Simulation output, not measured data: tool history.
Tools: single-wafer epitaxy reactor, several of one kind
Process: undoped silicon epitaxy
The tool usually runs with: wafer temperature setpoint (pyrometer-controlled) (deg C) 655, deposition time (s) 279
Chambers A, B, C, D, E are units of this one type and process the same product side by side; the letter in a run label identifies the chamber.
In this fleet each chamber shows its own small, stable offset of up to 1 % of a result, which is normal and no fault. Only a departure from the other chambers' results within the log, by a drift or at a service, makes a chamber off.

| run | hour | wafer temperature setpoint (pyrometer-controlled) (deg C) | deposition time (s) | hours since the last pyrometer calibration | read-back reference wafer on the same gauge, thickness_nm | mean film thickness on the monitor wafer (nm) |
|---|---|---|---|---|---|---|
| 1D | 13.5 | 655 | 279 | 1898.6 | 57.202 | 52.289 |
| 2B | 21.8 | 655 | 279 | 1030.2 | 57.178 | 51.995 |
| 3C | 32.1 | 655 | 279 | 745.0 | 57.269 | 51.720 |
| 4E | 44.6 | 655 | 279 | 173.0 | 57.219 | 51.820 |
| 5A | 52.5 | 655 | 279 | 2404.4 | 57.181 | 52.516 |
| 6D | 63.8 | 655 | 279 | 1948.9 | 57.147 | 52.177 |
| 7E | 75.1 | 655 | 279 | 203.5 | 57.205 | 51.945 |
|  | 83.2 | chamber A: pyrometer calibrated |
| 8B | 87.9 | 655 | 279 | 1096.3 | 57.138 | 51.666 |
| 9C | 96.2 | 655 | 279 | 809.1 | 57.176 | 52.057 |
| 10A | 102.8 | 655 | 279 | 19.7 | 57.226 | 52.446 |
|  | 107.5 | chamber B: pyrometer calibrated |
| 11A | 111.1 | 655 | 279 | 28.0 | 57.201 | 52.071 |
| 12E | 119.3 | 655 | 279 | 247.7 | 57.217 | 51.879 |
| 13D | 126.0 | 655 | 279 | 2011.1 | 57.195 | 52.301 |
| 14B | 133.7 | 655 | 279 | 26.2 | 57.233 | 52.411 |
| 15C | 144.3 | 655 | 301 | 857.2 | 57.196 | 56.327 |
| 16D | 154.8 | 655 | 301 | 2039.9 | 57.217 | 56.733 |
| 17C | 164.1 | 655 | 301 | 877.0 | 57.216 | 56.020 |
| 18E | 172.8 | 655 | 301 | 301.2 | 57.192 | 55.874 |
| 19B | 180.0 | 655 | 301 | 72.5 | 57.234 | 55.978 |
| 20A | 187.8 | 655 | 259 | 104.7 | 57.191 | 48.946 |
| 21C | 197.3 | 655 | 259 | 910.2 | 57.247 | 47.980 |
| 22D | 210.9 | 655 | 259 | 2096.0 | 57.144 | 48.751 |
| 23B | 223.4 | 655 | 259 | 115.9 | 57.223 | 48.180 |
| 24E | 233.5 | 655 | 259 | 361.9 | 57.271 | 48.273 |
|  | 236.2 | chamber C: pyrometer calibrated |
| 25A | 240.1 | 655 | 279 | 157.0 | 57.208 | 52.219 |
| 26E | 251.7 | 655 | 279 | 380.1 | 57.225 | 52.000 |
| 27D | 264.9 | 655 | 279 | 2150.0 | 57.180 | 52.302 |
| 28B | 279.4 | 655 | 279 | 171.9 | 57.214 | 52.062 |
| 29A | 292.2 | 655 | 279 | 209.1 | 57.165 | 52.472 |
| 30C | 304.7 | 655 | 279 | 68.6 | 57.233 | 53.823 |
| 31A | 316.2 | 640 | 324 | 233.1 | 57.147 | 43.923 |
| 32B | 323.2 | 640 | 324 | 215.7 | 57.135 | 42.975 |
| 33E | 334.5 | 640 | 324 | 462.9 | 57.190 | 43.399 |
| 34C | 346.7 | 640 | 324 | 110.6 | 57.168 | 45.004 |
| 35D | 354.8 | 640 | 324 | 2239.9 | 57.246 | 43.608 |
| 36B | 368.4 | 647 | 300 | 260.9 | 57.181 | 46.949 |
| 37A | 382.8 | 647 | 300 | 299.7 | 57.176 | 47.160 |
| 38E | 394.0 | 647 | 300 | 522.4 | 57.183 | 46.809 |
| 39D | 401.1 | 647 | 300 | 2286.2 | 57.189 | 47.265 |
| 40C | 408.6 | 647 | 300 | 172.5 | 57.154 | 48.508 |
| 41C | 422.8 | 655 | 279 | 186.7 | 57.200 | 53.528 |
| 42E | 433.2 | 669 | 250 | 561.6 | 57.218 | 62.916 |

Is one chamber off against the others, does the gauge drift, or is nothing wrong? If a chamber is off, say which, and what the likeliest cause is.

A service left chamber C off against the others.
Most likely cause: wafer temperature above the value expected at the setpoint (K) = 1.5.

Which of the 4 candidates below, each the usual settings with something changed and its results left as question marks, puts chamber C back in line with what the other chambers give on the usual settings?
In line here means within this much of the mean the other chambers give on the usual settings: mean film thickness on the monitor wafer (nm) 0.680
| 43C-1 | 443.8 | 655 | 277 |  |  | ? |
| 43C-2 | 443.8 | 655 | 281 |  |  | ? |
| 43C-3 | 443.8 | 654 | 277 |  |  | ? |
| 43C-4 | 443.8 | 656 | 281 |  |  | ? |

Other chambers, usual settings, mean: mean film thickness on the monitor wafer (nm) 52.137
| run | mean film thickness on the monitor wafer (nm) |
|---|---|
| 43C-1 | 53.291 |
| 43C-2 | 54.060 |
| 43C-3 | 52.167 |
| 43C-4 | 55.222 |
With 43C-3, the chamber falls back in line with the rest.
